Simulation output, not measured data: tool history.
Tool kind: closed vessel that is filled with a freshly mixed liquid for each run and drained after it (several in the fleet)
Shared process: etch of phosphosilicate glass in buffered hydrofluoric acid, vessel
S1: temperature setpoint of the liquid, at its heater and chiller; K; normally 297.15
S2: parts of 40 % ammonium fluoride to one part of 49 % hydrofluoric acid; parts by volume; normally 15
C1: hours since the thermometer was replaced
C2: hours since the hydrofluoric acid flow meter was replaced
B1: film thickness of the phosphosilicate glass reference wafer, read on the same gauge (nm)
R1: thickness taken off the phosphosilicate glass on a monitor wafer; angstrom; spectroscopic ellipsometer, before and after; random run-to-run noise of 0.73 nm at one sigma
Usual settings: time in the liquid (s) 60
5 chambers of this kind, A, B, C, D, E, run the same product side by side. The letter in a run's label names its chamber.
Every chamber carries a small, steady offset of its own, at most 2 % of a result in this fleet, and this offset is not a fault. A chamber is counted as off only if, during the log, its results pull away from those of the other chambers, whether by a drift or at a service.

run 1B hour=9.0 | S1=297.15 S2=15 time_in_the_liquid_(s)=60 | C1=132.1 C2=445.0 | B1=140.01 | R1=1813.9
run 2A hour=20.4 | S1=297.15 S2=15 time_in_the_liquid_(s)=60 | C1=32.6 C2=968.7 | B1=140.00 | R1=1790.3
run 3E hour=27.8 | S1=297.15 S2=15 time_in_the_liquid_(s)=60 | C1=255.5 C2=930.8 | B1=140.01 | R1=1821.1
run 4C hour=38.7 | S1=297.15 S2=15 time_in_the_liquid_(s)=60 | C1=2271.9 C2=332.2 | B1=139.99 | R1=1811.1
run 5D hour=44.6 | S1=297.15 S2=15 time_in_the_liquid_(s)=60 | C1=130.5 C2=924.6 | B1=140.00 | R1=1810.2
run 6B hour=50.8 | S1=297.15 S2=15 time_in_the_liquid_(s)=60 | C1=173.9 C2=486.8 | B1=139.96 | R1=1821.5
run 7E hour=60.1 | S1=297.15 S2=15 time_in_the_liquid_(s)=60 | C1=287.8 C2=963.1 | B1=139.97 | R1=1816.0
run 8A hour=71.3 | S1=297.15 S2=10 time_in_the_liquid_(s)=60 | C1=83.5 C2=1019.6 | B1=140.03 | R1=2676.1
run 9D hour=79.0 | S1=297.15 S2=10 time_in_the_liquid_(s)=60 | C1=164.9 C2=959.0 | B1=140.00 | R1=2679.6
run 10C hour=85.8 | S1=297.15 S2=10 time_in_the_liquid_(s)=60 | C1=2319.0 C2=379.3 | B1=139.99 | R1=2670.7
run 11D hour=95.8 | S1=297.15 S2=10 time_in_the_liquid_(s)=60 | C1=181.7 C2=975.8 | B1=139.97 | R1=2676.9
run 12E hour=106.8 | S1=297.15 S2=10 time_in_the_liquid_(s)=60 | C1=334.5 C2=1009.8 | B1=140.00 | R1=2713.2
run 13C hour=118.8 | S1=297.15 S2=15 time_in_the_liquid_(s)=60 | C1=2352.0 C2=412.3 | B1=140.01 | R1=1805.4
run 14B hour=130.1 | S1=297.15 S2=15 time_in_the_liquid_(s)=60 | C1=253.2 C2=566.1 | B1=140.03 | R1=1813.6
-- hour=134.4 chamber C: hydrofluoric acid flow meter replaced
run 15A hour=136.2 | S1=297.15 S2=15 time_in_the_liquid_(s)=60 | C1=148.4 C2=1084.5 | B1=139.99 | R1=1803.7
run 16D hour=145.5 | S1=297.15 S2=15 time_in_the_liquid_(s)=60 | C1=231.4 C2=1025.5 | B1=140.02 | R1=1818.3
run 17B hour=152.6 | S1=297.15 S2=15 time_in_the_liquid_(s)=60 | C1=275.7 C2=588.6 | B1=140.04 | R1=1823.8
run 18E hour=164.1 | S1=297.15 S2=15 time_in_the_liquid_(s)=60 | C1=391.8 C2=1067.1 | B1=140.04 | R1=1810.8
run 19C hour=176.5 | S1=297.15 S2=15 time_in_the_liquid_(s)=60 | C1=2409.7 C2=42.1 | B1=140.00 | R1=1808.8
run 20A hour=188.2 | S1=297.15 S2=15 time_in_the_liquid_(s)=60 | C1=200.4 C2=1136.5 | B1=139.98 | R1=1823.0
run 21D hour=196.4 | S1=299.65 S2=15 time_in_the_liquid_(s)=45 | C1=282.3 C2=1076.4 | B1=140.03 | R1=1558.8
run 22B hour=207.7 | S1=299.65 S2=15 time_in_the_liquid_(s)=45 | C1=330.8 C2=643.7 | B1=139.97 | R1=1549.5
run 23E hour=214.7 | S1=299.65 S2=15 time_in_the_liquid_(s)=45 | C1=442.4 C2=1117.7 | B1=139.97 | R1=1548.7
run 24A hour=221.1 | S1=299.65 S2=15 time_in_the_liquid_(s)=45 | C1=233.3 C2=1169.4 | B1=139.99 | R1=1565.3
run 25C hour=230.4 | S1=299.65 S2=15 time_in_the_liquid_(s)=45 | C1=2463.6 C2=96.0 | B1=140.03 | R1=1545.0
run 26E hour=238.7 | S1=297.15 S2=15 time_in_the_liquid_(s)=60 | C1=466.4 C2=1141.7 | B1=139.95 | R1=1814.9
run 27D hour=247.2 | S1=293.65 S2=19 time_in_the_liquid_(s)=60 | C1=333.1 C2=1127.2 | B1=140.01 | R1=1177.7
run 28A hour=255.7 | S1=293.65 S2=19 time_in_the_liquid_(s)=60 | C1=267.9 C2=1204.0 | B1=139.94 | R1=1206.9
run 29B hour=267.5 | S1=293.65 S2=19 time_in_the_liquid_(s)=60 | C1=390.6 C2=703.5 | B1=140.03 | R1=1175.6
run 30C hour=279.1 | S1=293.65 S2=19 time_in_the_liquid_(s)=60 | C1=2512.3 C2=144.7 | B1=140.02 | R1=1176.1
run 31A hour=292.0 | S1=293.65 S2=19 time_in_the_liquid_(s)=60 | C1=304.2 C2=1240.3 | B1=140.00 | R1=1223.6
run 32C hour=301.5 | S1=297.15 S2=15 time_in_the_liquid_(s)=60 | C1=2534.7 C2=167.1 | B1=140.00 | R1=1814.8
run 33B hour=310.5 | S1=297.15 S2=15 time_in_the_liquid_(s)=60 | C1=433.6 C2=746.5 | B1=140.05 | R1=1807.8

Does one chamber stand apart from the rest, does the shared gauge drift, or is all well apart from small per-chamber offsets? Give the chamber and the most likely cause, where there is one.

It is chamber A that slowly wanders off from its peers.
Likeliest cause: hydrofluoric acid flow above the setpoint (%) = 4.99.
From this log alone, it may not be told apart from: liquid hotter than its thermometer reads (K).

Below are 4 candidate recipes for chamber A's next run, each the usual settings with a change, their results shown as question marks. Which of them brings A's results back in line with what the other chambers give on the usual settings?
Maximum distance from the other chambers' mean on the usual settings for a result to count as in line: R1 26.0 angstrom
run 34A-1 hour=319.7 | S1=297.15 S2=14.5 time_in_the_liquid_(s)=60 | R1=?
run 34A-2 hour=319.7 | S1=297.15 S2=14.0 time_in_the_liquid_(s)=60 | R1=?
run 34A-3 hour=319.7 | S1=297.15 S2=15.5 time_in_the_liquid_(s)=60 | R1=?
run 34A-4 hour=319.7 | S1=296.65 S2=15.5 time_in_the_liquid_(s)=60 | R1=?

Usual-settings mean across the other chambers: R1 1813.1 angstrom
run=34A-1 R1=1938.6
run=34A-2 R1=2007.0
run=34A-3 R1=1814.8
run=34A-4 R1=1766.8
It is 34A-3 that realigns the chamber with its peers.
